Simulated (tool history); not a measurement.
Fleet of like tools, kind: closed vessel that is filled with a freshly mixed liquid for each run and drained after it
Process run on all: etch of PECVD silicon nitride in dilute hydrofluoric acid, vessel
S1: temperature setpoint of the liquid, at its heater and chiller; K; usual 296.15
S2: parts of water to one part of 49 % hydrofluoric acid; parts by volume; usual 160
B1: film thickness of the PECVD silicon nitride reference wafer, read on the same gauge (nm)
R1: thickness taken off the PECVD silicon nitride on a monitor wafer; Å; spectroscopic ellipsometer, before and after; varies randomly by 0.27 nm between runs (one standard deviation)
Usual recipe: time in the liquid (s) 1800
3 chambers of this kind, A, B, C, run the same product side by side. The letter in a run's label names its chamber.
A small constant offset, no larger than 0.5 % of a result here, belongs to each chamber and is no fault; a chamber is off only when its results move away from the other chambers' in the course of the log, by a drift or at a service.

run 1C hour=2 | S1=296.15 S2=160 time_in_the_liquid_(s)=1800 | B1=50.009 | R1=316.69
run 2A hour=5 | S1=296.15 S2=160 time_in_the_liquid_(s)=1800 | B1=49.991 | R1=311.72
run 3B hour=9.2 | S1=296.15 S2=160 time_in_the_liquid_(s)=1800 | B1=49.991 | R1=314.95
run 4C hour=12 | S1=296.15 S2=160 time_in_the_liquid_(s)=1800 | B1=50 | R1=314.03
run 5A hour=15 | S1=296.15 S2=160 time_in_the_liquid_(s)=1800 | B1=49.994 | R1=314.6
run 6B hour=18.8 | S1=296.15 S2=160 time_in_the_liquid_(s)=1800 | B1=50.025 | R1=317.01
-- hour=19.6 chamber B: hydrofluoric acid flow meter replaced
run 7A hour=22.6 | S1=296.15 S2=160 time_in_the_liquid_(s)=1800 | B1=49.968 | R1=315.97
run 8C hour=25.9 | S1=296.15 S2=160 time_in_the_liquid_(s)=1800 | B1=49.99 | R1=314.17
run 9B hour=30 | S1=296.15 S2=130 time_in_the_liquid_(s)=1395 | B1=49.974 | R1=304.67
run 10B hour=34.1 | S1=296.15 S2=130 time_in_the_liquid_(s)=1395 | B1=50.018 | R1=300.54
run 11C hour=36.6 | S1=296.15 S2=130 time_in_the_liquid_(s)=1395 | B1=50.014 | R1=299.31
run 12A hour=40 | S1=296.15 S2=160 time_in_the_liquid_(s)=1800 | B1=49.982 | R1=321.3
run 13A hour=42.4 | S1=294.15 S2=225 time_in_the_liquid_(s)=1800 | B1=50.016 | R1=196.7
run 14B hour=46.1 | S1=294.15 S2=225 time_in_the_liquid_(s)=1800 | B1=50.015 | R1=201.31
run 15C hour=48.2 | S1=294.15 S2=225 time_in_the_liquid_(s)=1800 | B1=50.006 | R1=200.55
run 16B hour=51.8 | S1=296.15 S2=160 time_in_the_liquid_(s)=1800 | B1=50.02 | R1=316.91
run 17C hour=55.8 | S1=296.15 S2=160 time_in_the_liquid_(s)=1800 | B1=49.993 | R1=311.75
run 18A hour=60 | S1=296.15 S2=160 time_in_the_liquid_(s)=1800 | B1=50.028 | R1=317.67
run 19B hour=62.3 | S1=296.15 S2=160 time_in_the_liquid_(s)=1800 | B1=50.034 | R1=314.48
run 20A hour=66.4 | S1=296.15 S2=160 time_in_the_liquid_(s)=1800 | B1=50.011 | R1=318.19
run 21C hour=69.2 | S1=292.65 S2=160 time_in_the_liquid_(s)=2145 | B1=49.993 | R1=296.87
run 22C hour=73.4 | S1=292.65 S2=160 time_in_the_liquid_(s)=2145 | B1=49.979 | R1=298.5
run 23B hour=76.8 | S1=292.65 S2=160 time_in_the_liquid_(s)=2145 | B1=50.036 | R1=298.64
run 24A hour=79.2 | S1=296.15 S2=160 time_in_the_liquid_(s)=1800 | B1=50.011 | R1=314.57
run 25A hour=81.7 | S1=296.15 S2=200 time_in_the_liquid_(s)=2225 | B1=50.002 | R1=309.92
run 26C hour=84 | S1=296.15 S2=200 time_in_the_liquid_(s)=2225 | B1=50.014 | R1=315.26
run 27B hour=88 | S1=296.15 S2=200 time_in_the_liquid_(s)=2225 | B1=49.988 | R1=317.56
run 28B hour=91.4 | S1=296.15 S2=160 time_in_the_liquid_(s)=1800 | B1=49.983 | R1=311.35
run 29C hour=95.3 | S1=296.15 S2=160 time_in_the_liquid_(s)=1800 | B1=50.017 | R1=319.58
run 30A hour=99.5 | S1=296.15 S2=160 time_in_the_liquid_(s)=1800 | B1=50.005 | R1=312.66
run 31A hour=101.9 | S1=296.15 S2=160 time_in_the_liquid_(s)=1800 | B1=50.018 | R1=318.94
run 32C hour=104.4 | S1=296.15 S2=160 time_in_the_liquid_(s)=1800 | B1=49.969 | R1=313.06
run 33B hour=108 | S1=296.15 S2=160 time_in_the_liquid_(s)=1800 | B1=49.986 | R1=316.64
run 34A hour=111.7 | S1=296.15 S2=160 time_in_the_liquid_(s)=1800 | B1=50.001 | R1=317.67
run 35B hour=114.9 | S1=296.15 S2=160 time_in_the_liquid_(s)=1800 | B1=50.017 | R1=314.63
run 36C hour=117.7 | S1=296.15 S2=160 time_in_the_liquid_(s)=1800 | B1=49.997 | R1=318.52
run 37C hour=121.3 | S1=296.15 S2=160 time_in_the_liquid_(s)=1800 | B1=50.045 | R1=320.74
run 38A hour=123.5 | S1=296.15 S2=160 time_in_the_liquid_(s)=1800 | B1=49.995 | R1=314.62

For the next run the whole fleet of 3 chambers uses the same settings. Give each chamber's results:
run 39A hour=126.6 | S1=296.15 S2=160 time_in_the_liquid_(s)=1800 | R1=?
run 39B hour=126.6 | S1=296.15 S2=160 time_in_the_liquid_(s)=1800 | R1=?
run 39C hour=126.6 | S1=296.15 S2=160 time_in_the_liquid_(s)=1800 | R1=?

run=39A R1=318.25
run=39B R1=323.3
run=39C R1=316.97
